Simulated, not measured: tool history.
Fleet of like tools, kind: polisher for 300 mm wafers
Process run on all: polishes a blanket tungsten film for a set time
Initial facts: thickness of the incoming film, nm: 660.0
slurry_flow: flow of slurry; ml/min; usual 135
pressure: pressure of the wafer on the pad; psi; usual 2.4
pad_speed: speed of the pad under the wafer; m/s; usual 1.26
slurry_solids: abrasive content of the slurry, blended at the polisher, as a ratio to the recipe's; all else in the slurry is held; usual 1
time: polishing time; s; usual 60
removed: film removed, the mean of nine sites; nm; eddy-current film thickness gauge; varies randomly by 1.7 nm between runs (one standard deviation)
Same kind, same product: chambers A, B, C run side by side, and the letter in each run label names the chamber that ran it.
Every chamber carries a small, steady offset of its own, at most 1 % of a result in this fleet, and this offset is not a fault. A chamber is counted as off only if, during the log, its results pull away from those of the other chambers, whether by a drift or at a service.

| run | hour | slurry_flow | pressure | pad_speed | slurry_solids | time | removed |
|---|---|---|---|---|---|---|---|
|  | 7.8 | chamber C: worn pad replaced by a new one |
| 1C | 12.2 | 135 | 2.4 | 1.26 | 1 | 60 | 265.05 |
| 2B | 25.7 | 135 | 2.4 | 1.26 | 1 | 60 | 264.14 |
| 3A | 32.8 | 135 | 2.4 | 1.26 | 1 | 60 | 263.91 |
|  | 35.1 | chamber B: slurry tank refilled with fresh slurry and peroxide |
|  | 38.6 | chamber B: worn pad replaced by a new one |
| 4C | 41.9 | 135 | 2.4 | 1.26 | 1 | 60 | 263.15 |
| 5A | 52.8 | 135 | 2.4 | 1.26 | 1 | 60 | 264.51 |
|  | 53.7 | chamber A: slurry tank refilled with fresh slurry and peroxide |
|  | 62.2 | chamber C: slurry blender recalibrated |
| 6B | 62.6 | 135 | 2.1 | 1.26 | 1.25 | 60 | 244.48 |
| 7A | 71.9 | 135 | 2.1 | 1.26 | 1.25 | 60 | 248.84 |
| 8B | 84.7 | 135 | 2.1 | 1.26 | 1.25 | 60 | 245.95 |
|  | 87.2 | chamber A: worn pad replaced by a new one |
| 9C | 100.8 | 135 | 2.4 | 1.26 | 1 | 60 | 265.55 |
| 10B | 113.5 | 135 | 1.8 | 1.26 | 1 | 60 | 196.59 |
|  | 121.6 | chamber A: slurry blender recalibrated |
|  | 122.1 | chamber C: worn pad replaced by a new one |
|  | 122.1 | chamber C: slurry tank refilled with fresh slurry and peroxide |
| 11C | 129.1 | 135 | 1.8 | 1.26 | 1 | 60 | 200.2 |
| 12A | 141 | 135 | 1.8 | 1.26 | 1 | 60 | 197.51 |
|  | 143.7 | chamber B: slurry tank refilled with fresh slurry and peroxide |
|  | 151.1 | chamber B: worn pad replaced by a new one |
| 13B | 151.5 | 135 | 2.4 | 1.26 | 1 | 60 | 260.71 |
| 14A | 164.8 | 135 | 2.4 | 1.26 | 1 | 60 | 266.83 |
| 15C | 176.8 | 135 | 2.4 | 1.26 | 1 | 60 | 263.22 |
|  | 182.9 | chamber B: slurry blender recalibrated |
|  | 189.7 | chamber A: head pressure recalibrated |
| 16C | 191.7 | 135 | 2.4 | 1.26 | 1 | 60 | 262.63 |
| 17A | 200.8 | 135 | 2.4 | 1.26 | 1 | 60 | 279.01 |
|  | 207.8 | chamber C: slurry nozzle cleaned |
| 18B | 211.6 | 135 | 2.4 | 1.26 | 1 | 60 | 263.91 |
| 19A | 219.1 | 135 | 2.4 | 1.26 | 1 | 60 | 273.84 |
|  | 222.4 | chamber A: worn pad replaced by a new one |
|  | 222.8 | chamber C: worn pad replaced by a new one |
| 20B | 232.4 | 135 | 1.9 | 1.26 | 1 | 60 | 209.23 |
| 21C | 240.1 | 135 | 1.9 | 1.26 | 1 | 60 | 211.47 |
|  | 243.3 | chamber B: slurry nozzle cleaned |
|  | 246.1 | chamber B: slurry tank refilled with fresh slurry and peroxide |
|  | 250.3 | chamber B: worn pad replaced by a new one |
| 22A | 253.2 | 135 | 1.9 | 1.26 | 1 | 60 | 219.58 |
| 23C | 265.7 | 135 | 2.4 | 1.26 | 1 | 60 | 267.02 |
|  | 276.5 | chamber C: slurry tank refilled with fresh slurry and peroxide |
| 24B | 278.9 | 135 | 2.4 | 1.26 | 1 | 60 | 263.78 |
|  | 281.7 | chamber A: slurry tank refilled with fresh slurry and peroxide |
| 25C | 294.1 | 135 | 2.4 | 1.26 | 1 | 60 | 268.7 |
| 26A | 302.9 | 135 | 2.4 | 1.26 | 1 | 60 | 278.74 |
|  | 307.1 | chamber A: slurry blender recalibrated |
| 27B | 316.8 | 135 | 2.4 | 1.26 | 1 | 60 | 266.24 |
|  | 331 | chamber C: worn pad replaced by a new one |
| 28A | 332.7 | 135 | 2.4 | 1.26 | 1 | 60 | 274.31 |
| 29B | 348.5 | 135 | 2.4 | 1.26 | 1 | 60 | 261.9 |
|  | 349.7 | chamber A: worn pad replaced by a new one |
|  | 356.5 | chamber B: slurry tank refilled with fresh slurry and peroxide |
|  | 359.2 | chamber B: worn pad replaced by a new one |
| 30C | 363.2 | 135 | 2.4 | 1.26 | 1 | 60 | 265.34 |
|  | 365.6 | chamber A: slurry nozzle cleaned |
| 31A | 372.4 | 135 | 2.4 | 1.26 | 1 | 60 | 276.67 |
| 32C | 380.3 | 135 | 2.4 | 1.26 | 1 | 60 | 267.3 |
| 33B | 395.1 | 135 | 2.4 | 1.26 | 1 | 60 | 263.12 |
| 34C | 405.2 | 135 | 2.4 | 1.26 | 1 | 60 | 261.81 |
| 35A | 416.7 | 135 | 2.4 | 1.26 | 1 | 60 | 278.94 |
| 36B | 424.7 | 135 | 2.4 | 1.26 | 1 | 60 | 265.38 |
|  | 437.7 | chamber C: slurry tank refilled with fresh slurry and peroxide |
| 37C | 438.8 | 135 | 2.4 | 1.26 | 1 | 60 | 265.76 |
|  | 439.5 | chamber C: worn pad replaced by a new one |
| 38A | 453.3 | 135 | 2.4 | 1.26 | 1 | 60 | 279.82 |
|  | 461.2 | chamber B: worn pad replaced by a new one |
| 39B | 462.6 | 135 | 2.4 | 1.26 | 1 | 60 | 262.92 |
| 40C | 469.7 | 135 | 2.4 | 1.26 | 1 | 60 | 265.9 |
|  | 470.2 | chamber A: worn pad replaced by a new one |
|  | 470.6 | chamber B: slurry tank refilled with fresh slurry and peroxide |
| 41B | 480 | 135 | 2.4 | 1.26 | 1 | 60 | 262 |
|  | 482 | chamber B: slurry blender recalibrated |
| 42A | 493 | 135 | 2.4 | 1.26 | 1 | 60 | 275.52 |
| 43C | 500.3 | 135 | 2.4 | 1.26 | 1 | 60 | 266.69 |
| 44B | 510.9 | 135 | 2.4 | 1.26 | 1 | 60 | 265.05 |

Next, every chamber runs the same settings. What will each give?
| 45A | 522.4 | 135 | 2.4 | 1.26 | 1 | 60 | ? |
| 45B | 522.4 | 135 | 2.4 | 1.26 | 1 | 60 | ? |
| 45C | 522.4 | 135 | 2.4 | 1.26 | 1 | 60 | ? |

| run | removed |
|---|---|
| 45A | 276.31 |
| 45B | 264.99 |
| 45C | 263.69 |
